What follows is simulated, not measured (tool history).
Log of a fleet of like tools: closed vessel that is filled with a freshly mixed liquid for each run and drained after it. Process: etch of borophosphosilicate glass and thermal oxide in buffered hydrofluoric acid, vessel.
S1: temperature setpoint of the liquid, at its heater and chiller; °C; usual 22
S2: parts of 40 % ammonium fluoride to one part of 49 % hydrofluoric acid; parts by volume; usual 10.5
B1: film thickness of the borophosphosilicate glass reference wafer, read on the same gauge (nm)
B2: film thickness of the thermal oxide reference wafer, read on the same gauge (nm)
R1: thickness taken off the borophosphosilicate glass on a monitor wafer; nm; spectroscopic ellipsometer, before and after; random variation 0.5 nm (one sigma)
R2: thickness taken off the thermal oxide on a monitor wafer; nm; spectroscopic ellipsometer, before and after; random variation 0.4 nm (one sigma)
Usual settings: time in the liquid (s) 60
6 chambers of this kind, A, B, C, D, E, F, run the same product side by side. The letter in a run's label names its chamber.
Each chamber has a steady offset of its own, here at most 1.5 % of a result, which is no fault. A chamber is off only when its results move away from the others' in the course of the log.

{"run": "1C", "day": 0.25, "S1": 22, "S2": 10.5, "time in the liquid (s)": 60, "B1": 70.026, "B2": 79.995, "R1": 80.346, "R2": 59.988}
{"run": "2F", "day": 0.617, "S1": 22, "S2": 10.5, "time in the liquid (s)": 60, "B1": 69.99, "B2": 79.97, "R1": 80.744, "R2": 58.644}
{"run": "3A", "day": 1.071, "S1": 22, "S2": 10.5, "time in the liquid (s)": 60, "B1": 70.035, "B2": 80.035, "R1": 81.029, "R2": 59.396}
{"run": "4B", "day": 1.433, "S1": 22, "S2": 10.5, "time in the liquid (s)": 60, "B1": 69.928, "B2": 79.997, "R1": 82.029, "R2": 60.029}
{"run": "5D", "day": 1.654, "S1": 22, "S2": 10.5, "time in the liquid (s)": 60, "B1": 70.011, "B2": 80.05, "R1": 81.473, "R2": 59.208}
{"run": "6E", "day": 1.958, "S1": 22, "S2": 12.0, "time in the liquid (s)": 45, "B1": 70.031, "B2": 80.008, "R1": 53.793, "R2": 39.568}
{"day": 2.075, "done": "chamber F: hydrofluoric acid flow meter replaced"}
{"run": "7B", "day": 2.425, "S1": 22, "S2": 12.0, "time in the liquid (s)": 45, "B1": 69.964, "B2": 80.009, "R1": 53.9, "R2": 39.474}
{"run": "8D", "day": 2.842, "S1": 22, "S2": 12.0, "time in the liquid (s)": 45, "B1": 70.021, "B2": 80.044, "R1": 54.043, "R2": 38.925}
{"run": "9A", "day": 3.233, "S1": 22, "S2": 12.0, "time in the liquid (s)": 45, "B1": 69.986, "B2": 80.022, "R1": 53.156, "R2": 39.239}
{"run": "10F", "day": 3.475, "S1": 22, "S2": 12.0, "time in the liquid (s)": 45, "B1": 70.015, "B2": 80.017, "R1": 53.491, "R2": 39.299}
{"run": "11E", "day": 3.883, "S1": 22, "S2": 12.0, "time in the liquid (s)": 45, "B1": 70.047, "B2": 80.031, "R1": 53.481, "R2": 39.037}
{"run": "12C", "day": 4.092, "S1": 20, "S2": 10.5, "time in the liquid (s)": 30, "B1": 69.985, "B2": 80.003, "R1": 36.321, "R2": 26.969}
{"run": "13A", "day": 4.375, "S1": 20, "S2": 10.5, "time in the liquid (s)": 30, "B1": 70.009, "B2": 79.968, "R1": 36.318, "R2": 26.527}
{"run": "14F", "day": 4.675, "S1": 20, "S2": 10.5, "time in the liquid (s)": 30, "B1": 70.007, "B2": 79.96, "R1": 36.485, "R2": 26.98}
{"run": "15C", "day": 5.088, "S1": 20, "S2": 10.5, "time in the liquid (s)": 30, "B1": 69.987, "B2": 80.014, "R1": 36.187, "R2": 26.8}
{"run": "16D", "day": 5.412, "S1": 20, "S2": 10.5, "time in the liquid (s)": 30, "B1": 70.021, "B2": 79.985, "R1": 36.53, "R2": 26.549}
{"run": "17E", "day": 5.762, "S1": 20, "S2": 10.5, "time in the liquid (s)": 30, "B1": 69.983, "B2": 80.043, "R1": 36.217, "R2": 26.944}
{"day": 6.004, "done": "chamber B: hydrofluoric acid flow meter replaced"}
{"run": "18B", "day": 6.158, "S1": 22, "S2": 10.5, "time in the liquid (s)": 60, "B1": 70.028, "B2": 80.006, "R1": 81.497, "R2": 59.746}
{"run": "19B", "day": 6.538, "S1": 22, "S2": 10.5, "time in the liquid (s)": 60, "B1": 70.004, "B2": 79.973, "R1": 81.509, "R2": 59.793}
{"run": "20E", "day": 6.758, "S1": 22, "S2": 10.5, "time in the liquid (s)": 60, "B1": 70.025, "B2": 80.018, "R1": 82.239, "R2": 59.6}
{"day": 6.929, "done": "chamber D: hydrofluoric acid flow meter replaced"}
{"run": "21C", "day": 6.983, "S1": 22, "S2": 10.5, "time in the liquid (s)": 60, "B1": 69.986, "B2": 80.025, "R1": 81.078, "R2": 59.614}
{"run": "22A", "day": 7.196, "S1": 22, "S2": 10.5, "time in the liquid (s)": 60, "B1": 70.021, "B2": 79.992, "R1": 81.17, "R2": 59.316}
{"run": "23D", "day": 7.667, "S1": 22, "S2": 10.5, "time in the liquid (s)": 60, "B1": 69.992, "B2": 80.023, "R1": 81.005, "R2": 59.18}
{"run": "24F", "day": 8.079, "S1": 22, "S2": 10.5, "time in the liquid (s)": 60, "B1": 70.048, "B2": 80.013, "R1": 81.853, "R2": 59.626}
{"run": "25D", "day": 8.379, "S1": 22, "S2": 10.5, "time in the liquid (s)": 60, "B1": 70.005, "B2": 79.995, "R1": 82.115, "R2": 59.215}
{"run": "26E", "day": 8.821, "S1": 22, "S2": 10.5, "time in the liquid (s)": 60, "B1": 70.0, "B2": 79.982, "R1": 82.03, "R2": 59.878}
{"day": 8.912, "done": "chamber E: hydrofluoric acid flow meter replaced"}
{"run": "27C", "day": 9.125, "S1": 22, "S2": 10.5, "time in the liquid (s)": 60, "B1": 69.981, "B2": 79.948, "R1": 80.694, "R2": 60.545}
{"run": "28A", "day": 9.396, "S1": 22, "S2": 10.5, "time in the liquid (s)": 60, "B1": 69.992, "B2": 79.993, "R1": 81.371, "R2": 59.256}
{"run": "29F", "day": 9.696, "S1": 22, "S2": 10.5, "time in the liquid (s)": 60, "B1": 70.035, "B2": 80.026, "R1": 81.108, "R2": 59.093}
{"run": "30B", "day": 10.033, "S1": 22, "S2": 10.5, "time in the liquid (s)": 60, "B1": 69.976, "B2": 80.029, "R1": 81.63, "R2": 59.843}
{"run": "31B", "day": 10.321, "S1": 22, "S2": 8.0, "time in the liquid (s)": 60, "B1": 69.989, "B2": 79.974, "R1": 104.41, "R2": 76.481}
{"run": "32A", "day": 10.704, "S1": 22, "S2": 8.0, "time in the liquid (s)": 60, "B1": 70.025, "B2": 80.034, "R1": 104.26, "R2": 76.748}
{"run": "33C", "day": 11.083, "S1": 22, "S2": 8.0, "time in the liquid (s)": 60, "B1": 69.98, "B2": 79.971, "R1": 103.75, "R2": 76.843}
{"day": 11.108, "done": "chamber B: thermometer replaced"}
{"run": "34E", "day": 11.35, "S1": 22, "S2": 8.0, "time in the liquid (s)": 60, "B1": 70.023, "B2": 79.997, "R1": 104.46, "R2": 76.133}
{"run": "35F", "day": 11.562, "S1": 22, "S2": 8.0, "time in the liquid (s)": 60, "B1": 69.996, "B2": 79.997, "R1": 103.72, "R2": 76.231}
{"run": "36D", "day": 11.933, "S1": 22, "S2": 8.0, "time in the liquid (s)": 60, "B1": 70.015, "B2": 79.977, "R1": 104.28, "R2": 75.683}
{"run": "37F", "day": 12.321, "S1": 22, "S2": 10.5, "time in the liquid (s)": 60, "B1": 70.0, "B2": 80.004, "R1": 81.891, "R2": 59.196}
{"run": "38E", "day": 12.696, "S1": 22, "S2": 10.5, "time in the liquid (s)": 60, "B1": 69.99, "B2": 80.007, "R1": 81.66, "R2": 59.799}
{"run": "39C", "day": 12.958, "S1": 22, "S2": 10.5, "time in the liquid (s)": 60, "B1": 70.015, "B2": 79.966, "R1": 80.716, "R2": 59.962}
{"run": "40D", "day": 13.308, "S1": 22, "S2": 10.5, "time in the liquid (s)": 60, "B1": 70.017, "B2": 80.003, "R1": 82.09, "R2": 60.025}
{"run": "41A", "day": 13.538, "S1": 22, "S2": 10.5, "time in the liquid (s)": 60, "B1": 70.013, "B2": 79.993, "R1": 81.349, "R2": 59.826}
{"run": "42B", "day": 13.846, "S1": 22, "S2": 10.5, "time in the liquid (s)": 60, "B1": 70.028, "B2": 79.992, "R1": 82.474, "R2": 59.54}
{"run": "43C", "day": 14.158, "S1": 22, "S2": 10.5, "time in the liquid (s)": 60, "B1": 70.03, "B2": 80.064, "R1": 80.458, "R2": 60.667}

Next, every chamber runs the same settings. What will each give?
{"run": "44A", "day": 14.496, "S1": 22, "S2": 10.5, "time in the liquid (s)": 60, "R1": "?", "R2": "?"}
{"run": "44B", "day": 14.496, "S1": 22, "S2": 10.5, "time in the liquid (s)": 60, "R1": "?", "R2": "?"}
{"run": "44C", "day": 14.496, "S1": 22, "S2": 10.5, "time in the liquid (s)": 60, "R1": "?", "R2": "?"}
{"run": "44D", "day": 14.496, "S1": 22, "S2": 10.5, "time in the liquid (s)": 60, "R1": "?", "R2": "?"}
{"run": "44E", "day": 14.496, "S1": 22, "S2": 10.5, "time in the liquid (s)": 60, "R1": "?", "R2": "?"}
{"run": "44F", "day": 14.496, "S1": 22, "S2": 10.5, "time in the liquid (s)": 60, "R1": "?", "R2": "?"}

run=44A R1=80.778 R2=59.385
run=44B R1=81.360 R2=59.516
run=44C R1=81.329 R2=60.176
run=44D R1=81.284 R2=59.353
run=44E R1=82.081 R2=59.654
run=44F R1=81.389 R2=59.016
